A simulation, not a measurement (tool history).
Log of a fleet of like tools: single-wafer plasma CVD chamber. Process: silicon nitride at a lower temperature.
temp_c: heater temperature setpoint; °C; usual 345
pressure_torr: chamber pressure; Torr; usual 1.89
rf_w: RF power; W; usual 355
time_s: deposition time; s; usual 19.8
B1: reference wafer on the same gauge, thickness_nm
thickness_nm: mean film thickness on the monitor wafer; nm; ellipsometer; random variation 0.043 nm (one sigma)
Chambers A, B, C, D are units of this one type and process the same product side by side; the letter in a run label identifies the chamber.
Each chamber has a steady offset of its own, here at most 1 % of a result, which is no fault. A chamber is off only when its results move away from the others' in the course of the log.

{"run": "1C", "hour": 12.7, "temp_c": 345, "pressure_torr": 1.89, "rf_w": 355, "time_s": 19.8, "B1": 25.581, "thickness_nm": 27.202}
{"run": "2A", "hour": 19.6, "temp_c": 345, "pressure_torr": 1.89, "rf_w": 355, "time_s": 19.8, "B1": 25.588, "thickness_nm": 27.035}
{"run": "3D", "hour": 33.3, "temp_c": 345, "pressure_torr": 1.89, "rf_w": 355, "time_s": 19.8, "B1": 25.576, "thickness_nm": 27.101}
{"run": "4B", "hour": 47.6, "temp_c": 345, "pressure_torr": 1.89, "rf_w": 355, "time_s": 19.8, "B1": 25.563, "thickness_nm": 27.169}
{"run": "5B", "hour": 54.7, "temp_c": 345, "pressure_torr": 1.89, "rf_w": 355, "time_s": 22.8, "B1": 25.576, "thickness_nm": 31.366}
{"run": "6A", "hour": 67.0, "temp_c": 345, "pressure_torr": 1.89, "rf_w": 355, "time_s": 22.8, "B1": 25.547, "thickness_nm": 31.146}
{"run": "7C", "hour": 81.6, "temp_c": 345, "pressure_torr": 1.89, "rf_w": 355, "time_s": 22.8, "B1": 25.546, "thickness_nm": 31.272}
{"run": "8D", "hour": 94.4, "temp_c": 345, "pressure_torr": 1.89, "rf_w": 355, "time_s": 22.8, "B1": 25.539, "thickness_nm": 31.188}
{"run": "9D", "hour": 101.8, "temp_c": 345, "pressure_torr": 1.89, "rf_w": 355, "time_s": 19.8, "B1": 25.538, "thickness_nm": 27.044}
{"run": "10B", "hour": 112.7, "temp_c": 345, "pressure_torr": 1.89, "rf_w": 355, "time_s": 19.8, "B1": 25.531, "thickness_nm": 27.237}
{"run": "11A", "hour": 126.9, "temp_c": 335, "pressure_torr": 1.89, "rf_w": 355, "time_s": 17.0, "B1": 25.519, "thickness_nm": 23.236}
{"run": "12C", "hour": 136.9, "temp_c": 335, "pressure_torr": 1.89, "rf_w": 355, "time_s": 17.0, "B1": 25.514, "thickness_nm": 23.388}
{"run": "13C", "hour": 143.7, "temp_c": 335, "pressure_torr": 1.89, "rf_w": 355, "time_s": 17.0, "B1": 25.504, "thickness_nm": 23.363}
{"run": "14D", "hour": 150.5, "temp_c": 335, "pressure_torr": 1.89, "rf_w": 355, "time_s": 17.0, "B1": 25.511, "thickness_nm": 23.301}
{"run": "15B", "hour": 160.0, "temp_c": 345, "pressure_torr": 1.89, "rf_w": 355, "time_s": 19.8, "B1": 25.508, "thickness_nm": 27.144}
{"run": "16A", "hour": 170.3, "temp_c": 345, "pressure_torr": 1.89, "rf_w": 355, "time_s": 19.8, "B1": 25.488, "thickness_nm": 26.904}
{"run": "17D", "hour": 179.7, "temp_c": 345, "pressure_torr": 1.89, "rf_w": 355, "time_s": 19.8, "B1": 25.491, "thickness_nm": 27.01}
{"hour": 180.5, "done": "chamber A: thermocouple changed; heater temperature recalibrated"}
{"run": "18B", "hour": 189.5, "temp_c": 345, "pressure_torr": 1.89, "rf_w": 355, "time_s": 19.8, "B1": 25.48, "thickness_nm": 27.12}
{"run": "19C", "hour": 200.6, "temp_c": 345, "pressure_torr": 1.89, "rf_w": 355, "time_s": 19.8, "B1": 25.484, "thickness_nm": 27.095}
{"run": "20A", "hour": 208.6, "temp_c": 345, "pressure_torr": 1.89, "rf_w": 355, "time_s": 19.8, "B1": 25.467, "thickness_nm": 26.926}
{"hour": 210.3, "done": "chamber D: capacitance manometer re-zeroed and calibrated"}
{"run": "21A", "hour": 217.9, "temp_c": 345, "pressure_torr": 1.89, "rf_w": 415, "time_s": 19.8, "B1": 25.468, "thickness_nm": 29.676}
{"run": "22D", "hour": 225.0, "temp_c": 345, "pressure_torr": 1.89, "rf_w": 415, "time_s": 19.8, "B1": 25.469, "thickness_nm": 29.662}
{"run": "23C", "hour": 236.2, "temp_c": 345, "pressure_torr": 1.89, "rf_w": 415, "time_s": 19.8, "B1": 25.45, "thickness_nm": 29.849}
{"run": "24B", "hour": 249.5, "temp_c": 345, "pressure_torr": 1.89, "rf_w": 415, "time_s": 19.8, "B1": 25.436, "thickness_nm": 29.932}
{"hour": 255.6, "done": "chamber D: thermocouple changed; heater temperature recalibrated"}
{"run": "25D", "hour": 258.9, "temp_c": 345, "pressure_torr": 1.89, "rf_w": 355, "time_s": 19.8, "B1": 25.444, "thickness_nm": 26.922}

For the next run the whole fleet of 4 chambers uses the same settings. Give each chamber's results:
{"run": "26A", "hour": 269.6, "temp_c": 345, "pressure_torr": 1.89, "rf_w": 410, "time_s": 19.8, "thickness_nm": "?"}
{"run": "26B", "hour": 269.6, "temp_c": 345, "pressure_torr": 1.89, "rf_w": 410, "time_s": 19.8, "thickness_nm": "?"}
{"run": "26C", "hour": 269.6, "temp_c": 345, "pressure_torr": 1.89, "rf_w": 410, "time_s": 19.8, "thickness_nm": "?"}
{"run": "26D", "hour": 269.6, "temp_c": 345, "pressure_torr": 1.89, "rf_w": 410, "time_s": 19.8, "thickness_nm": "?"}

run=26A thickness_nm=29.458
run=26B thickness_nm=29.648
run=26C thickness_nm=29.580
run=26D thickness_nm=29.522

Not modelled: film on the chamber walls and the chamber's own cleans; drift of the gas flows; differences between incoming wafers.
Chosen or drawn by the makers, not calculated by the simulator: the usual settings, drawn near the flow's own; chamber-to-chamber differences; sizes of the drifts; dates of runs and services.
